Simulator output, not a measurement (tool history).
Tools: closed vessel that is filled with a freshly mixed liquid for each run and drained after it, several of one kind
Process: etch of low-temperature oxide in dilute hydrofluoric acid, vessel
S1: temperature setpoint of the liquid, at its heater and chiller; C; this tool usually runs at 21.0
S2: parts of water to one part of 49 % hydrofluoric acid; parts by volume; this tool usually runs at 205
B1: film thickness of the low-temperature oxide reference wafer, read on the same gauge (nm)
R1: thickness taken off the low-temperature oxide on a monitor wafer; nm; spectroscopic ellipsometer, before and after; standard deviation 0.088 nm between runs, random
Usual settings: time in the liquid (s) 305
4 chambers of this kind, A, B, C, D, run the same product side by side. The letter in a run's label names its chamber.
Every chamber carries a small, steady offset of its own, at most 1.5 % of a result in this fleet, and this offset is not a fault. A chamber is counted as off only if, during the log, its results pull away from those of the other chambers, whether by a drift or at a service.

{"run": "1A", "hour": 9.6, "S1": 21.0, "S2": 205, "time in the liquid (s)": 305, "B1": 129.98, "R1": 12.492}
{"run": "2C", "hour": 19.7, "S1": 21.0, "S2": 205, "time in the liquid (s)": 305, "B1": 129.96, "R1": 12.512}
{"run": "3D", "hour": 34.4, "S1": 21.0, "S2": 205, "time in the liquid (s)": 305, "B1": 130.0, "R1": 12.673}
{"run": "4B", "hour": 45.5, "S1": 21.0, "S2": 205, "time in the liquid (s)": 305, "B1": 129.98, "R1": 12.437}
{"run": "5D", "hour": 59.8, "S1": 21.0, "S2": 205, "time in the liquid (s)": 305, "B1": 130.0, "R1": 12.829}
{"run": "6A", "hour": 72.9, "S1": 21.0, "S2": 285, "time in the liquid (s)": 410, "B1": 129.99, "R1": 11.313}
{"run": "7C", "hour": 80.6, "S1": 21.0, "S2": 285, "time in the liquid (s)": 410, "B1": 130.0, "R1": 11.313}
{"run": "8B", "hour": 87.6, "S1": 21.0, "S2": 285, "time in the liquid (s)": 410, "B1": 130.0, "R1": 11.279}
{"run": "9A", "hour": 101.2, "S1": 21.0, "S2": 285, "time in the liquid (s)": 410, "B1": 129.98, "R1": 11.243}
{"run": "10B", "hour": 110.9, "S1": 21.0, "S2": 205, "time in the liquid (s)": 305, "B1": 130.01, "R1": 12.302}
{"run": "11D", "hour": 120.3, "S1": 21.0, "S2": 205, "time in the liquid (s)": 305, "B1": 130.0, "R1": 12.621}
{"run": "12C", "hour": 133.9, "S1": 21.0, "S2": 205, "time in the liquid (s)": 305, "B1": 130.03, "R1": 12.767}
{"run": "13D", "hour": 147.2, "S1": 21.0, "S2": 205, "time in the liquid (s)": 305, "B1": 130.02, "R1": 12.594}
{"run": "14C", "hour": 159.3, "S1": 21.0, "S2": 205, "time in the liquid (s)": 305, "B1": 129.99, "R1": 12.53}
{"run": "15A", "hour": 171.5, "S1": 21.0, "S2": 205, "time in the liquid (s)": 305, "B1": 130.03, "R1": 12.441}
{"hour": 175.7, "done": "chamber A: hydrofluoric acid flow meter replaced"}
{"run": "16B", "hour": 184.0, "S1": 21.0, "S2": 205, "time in the liquid (s)": 305, "B1": 130.0, "R1": 12.126}
{"run": "17A", "hour": 191.8, "S1": 21.0, "S2": 205, "time in the liquid (s)": 305, "B1": 130.0, "R1": 12.594}
{"run": "18C", "hour": 206.8, "S1": 21.0, "S2": 205, "time in the liquid (s)": 305, "B1": 130.03, "R1": 12.569}
{"run": "19B", "hour": 216.4, "S1": 21.0, "S2": 205, "time in the liquid (s)": 305, "B1": 130.0, "R1": 12.024}
{"run": "20D", "hour": 228.5, "S1": 21.0, "S2": 205, "time in the liquid (s)": 305, "B1": 130.0, "R1": 12.649}
{"run": "21B", "hour": 238.9, "S1": 18.5, "S2": 205, "time in the liquid (s)": 190, "B1": 129.98, "R1": 6.7628}
{"run": "22D", "hour": 249.9, "S1": 18.5, "S2": 205, "time in the liquid (s)": 190, "B1": 130.01, "R1": 7.1998}
{"run": "23C", "hour": 263.4, "S1": 18.5, "S2": 205, "time in the liquid (s)": 190, "B1": 129.99, "R1": 7.1066}
{"hour": 264.5, "done": "chamber A: thermometer replaced"}
{"run": "24A", "hour": 273.3, "S1": 18.5, "S2": 205, "time in the liquid (s)": 190, "B1": 130.01, "R1": 7.0185}
{"run": "25A", "hour": 284.8, "S1": 21.0, "S2": 205, "time in the liquid (s)": 305, "B1": 130.01, "R1": 12.382}
{"run": "26D", "hour": 299.4, "S1": 21.0, "S2": 205, "time in the liquid (s)": 305, "B1": 129.98, "R1": 12.707}
{"hour": 300.1, "done": "chamber C: thermometer replaced"}
{"run": "27C", "hour": 310.2, "S1": 21.0, "S2": 205, "time in the liquid (s)": 305, "B1": 130.0, "R1": 12.555}
{"run": "28B", "hour": 319.1, "S1": 21.0, "S2": 205, "time in the liquid (s)": 305, "B1": 130.0, "R1": 11.663}
{"run": "29A", "hour": 331.3, "S1": 21.0, "S2": 205, "time in the liquid (s)": 305, "B1": 129.99, "R1": 12.656}
{"run": "30B", "hour": 340.0, "S1": 21.0, "S2": 205, "time in the liquid (s)": 305, "B1": 130.03, "R1": 11.671}
{"run": "31C", "hour": 346.9, "S1": 21.0, "S2": 205, "time in the liquid (s)": 305, "B1": 130.01, "R1": 12.705}
{"run": "32D", "hour": 361.2, "S1": 21.0, "S2": 205, "time in the liquid (s)": 305, "B1": 130.01, "R1": 12.681}

Next, all 4 chambers run the settings below, one line each with question marks for the results. What does each chamber give?
{"run": "33A", "hour": 371.9, "S1": 21.0, "S2": 260, "time in the liquid (s)": 305, "R1": "?"}
{"run": "33B", "hour": 371.9, "S1": 21.0, "S2": 260, "time in the liquid (s)": 305, "R1": "?"}
{"run": "33C", "hour": 371.9, "S1": 21.0, "S2": 260, "time in the liquid (s)": 305, "R1": "?"}
{"run": "33D", "hour": 371.9, "S1": 21.0, "S2": 260, "time in the liquid (s)": 305, "R1": "?"}

run=33A R1=9.4663
run=33B R1=8.6330
run=33C R1=9.3898
run=33D R1=9.4750
